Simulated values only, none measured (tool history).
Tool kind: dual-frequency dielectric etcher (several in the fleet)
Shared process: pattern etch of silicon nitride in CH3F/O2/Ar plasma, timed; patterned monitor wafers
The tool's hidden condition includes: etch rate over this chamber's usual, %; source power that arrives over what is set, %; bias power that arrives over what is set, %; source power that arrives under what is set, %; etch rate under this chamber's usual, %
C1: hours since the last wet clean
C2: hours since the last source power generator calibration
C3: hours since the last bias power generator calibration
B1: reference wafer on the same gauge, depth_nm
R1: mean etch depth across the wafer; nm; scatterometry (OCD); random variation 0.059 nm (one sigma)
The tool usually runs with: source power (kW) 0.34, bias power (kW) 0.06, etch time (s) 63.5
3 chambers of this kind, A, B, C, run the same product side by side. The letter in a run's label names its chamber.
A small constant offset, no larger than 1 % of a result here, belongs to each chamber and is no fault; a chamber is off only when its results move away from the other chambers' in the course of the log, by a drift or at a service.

Run 1A, hour 6.1: usual settings; C1 353.9; C2 217.6; C3 138.6; B1 40.995. Result: R1 39.101 nm.
Run 2B, hour 12.7: usual settings; C1 324.8; C2 1733.4; C3 1393.6; B1 41.001. Result: R1 39.514 nm.
Run 3C, hour 20.2: usual settings; C1 96.6; C2 2659.2; C3 894.8; B1 41.037. Result: R1 38.881 nm.
Run 4C, hour 28.3: usual settings; C1 104.7; C2 2667.3; C3 902.9; B1 41.035. Result: R1 39.075 nm.
Run 5B, hour 32.7: usual settings; C1 344.8; C2 1753.4; C3 1413.6; B1 41.028. Result: R1 39.583 nm.
Run 6A, hour 40.6: usual settings; C1 388.4; C2 252.1; C3 173.1; B1 41.039. Result: R1 39.088 nm.
Run 7B, hour 47.2: usual settings; C1 359.3; C2 1767.9; C3 1428.1; B1 41.054. Result: R1 39.795 nm.
Run 8A, hour 50.9: usual settings; C1 398.7; C2 262.4; C3 183.4; B1 41.061. Result: R1 39.068 nm.
Run 9C, hour 56.7: usual settings; C1 133.1; C2 2695.7; C3 931.3; B1 41.06. Result: R1 38.987 nm.
Run 10C, hour 61.4: usual settings; C1 137.8; C2 2700.4; C3 936; B1 41.08. Result: R1 39.02 nm.
Run 11B, hour 68.1: usual settings; C1 380.2; C2 1788.8; C3 1449; B1 41.085. Result: R1 39.667 nm.
Run 12A, hour 74.2: usual settings; C1 422; C2 285.7; C3 206.7; B1 41.103. Result: R1 39.101 nm.
Run 13C, hour 80.5: usual settings; C1 156.9; C2 2719.5; C3 955.1; B1 41.096. Result: R1 38.976 nm.
Run 14B, hour 87.1: usual settings; C1 399.2; C2 1807.8; C3 1468; B1 41.121. Result: R1 39.7 nm.
Run 15A, hour 91.2: usual settings; C1 439; C2 302.7; C3 223.7; B1 41.097. Result: R1 39.229 nm.
Run 16C, hour 96.3: usual settings; C1 172.7; C2 2735.3; C3 970.9; B1 41.121. Result: R1 39.14 nm.
Run 17A, hour 101.5: usual settings; C1 449.3; C2 313; C3 234; B1 41.12. Result: R1 39.232 nm.
Run 18B, hour 105.8: usual settings; C1 417.9; C2 1826.5; C3 1486.7; B1 41.126. Result: R1 39.648 nm.
Run 19B, hour 113.1: usual settings; C1 425.2; C2 1833.8; C3 1494; B1 41.13. Result: R1 39.716 nm.
Run 20C, hour 117.1: usual settings but bias power (kW) 0.065; C1 193.5; C2 2756.1; C3 991.7; B1 41.147. Result: R1 40.133 nm.
Run 21A, hour 121.3: usual settings but bias power (kW) 0.065; C1 469.1; C2 332.8; C3 253.8; B1 41.154. Result: R1 40.314 nm.
Run 22B, hour 129: usual settings but bias power (kW) 0.065; C1 441.1; C2 1849.7; C3 1509.9; B1 41.138. Result: R1 40.838 nm.
Run 23C, hour 133.8: usual settings but bias power (kW) 0.071; C1 210.2; C2 2772.8; C3 1008.4; B1 41.159. Result: R1 41.413 nm.
Run 24A, hour 141.5: usual settings but bias power (kW) 0.071; C1 489.3; C2 353; C3 274; B1 41.143. Result: R1 41.51 nm.
Run 25B, hour 145.6: usual settings but bias power (kW) 0.071; C1 457.7; C2 1866.3; C3 1526.5; B1 41.17. Result: R1 42.171 nm.
Run 26C, hour 149.5: usual settings; C1 225.9; C2 2788.5; C3 1024.1; B1 41.165. Result: R1 39.055 nm.
Run 27A, hour 156.1: usual settings; C1 503.9; C2 367.6; C3 288.6; B1 41.2. Result: R1 39.265 nm.
Run 28B, hour 163.9: usual settings; C1 476; C2 1884.6; C3 1544.8; B1 41.199. Result: R1 39.803 nm.
Run 29C, hour 169.7: usual settings; C1 246.1; C2 2808.7; C3 1044.3; B1 41.204. Result: R1 39.102 nm.
Run 30A, hour 176.7: usual settings; C1 524.5; C2 388.2; C3 309.2; B1 41.212. Result: R1 39.369 nm.
Run 31B, hour 183.4: usual settings; C1 495.5; C2 1904.1; C3 1564.3; B1 41.22. Result: R1 39.772 nm.
At hour 186.6: chamber C: source power generator calibrated.
Run 32C, hour 191.2: usual settings but bias power (kW) 0.067, etch time (s) 77.5; C1 267.6; C2 4.6; C3 1065.8; B1 41.223. Result: R1 49.57 nm.
At hour 193.7: chamber B: wet clean of the chamber.
At hour 194.2: chamber A: wet clean of the chamber.
Run 33A, hour 195.8: usual settings but bias power (kW) 0.067, etch time (s) 77.5; C1 1.6; C2 407.3; C3 328.3; B1 41.227. Result: R1 49.783 nm.
Run 34A, hour 200.8: usual settings but bias power (kW) 0.067, etch time (s) 77.5; C1 6.6; C2 412.3; C3 333.3; B1 41.229. Result: R1 49.74 nm.
Run 35B, hour 206.4: usual settings; C1 12.8; C2 1927.1; C3 1587.3; B1 41.231. Result: R1 39.935 nm.

Next, every chamber runs the same settings. What will each give?
Run 36A, hour 212.2: usual settings but source power (kW) 0.41. Result: R1 ?.
Run 36B, hour 212.2: usual settings but source power (kW) 0.41. Result: R1 ?.
Run 36C, hour 212.2: usual settings but source power (kW) 0.41. Result: R1 ?.

run      R1
36A  42.268
36B  42.696
36C  42.122
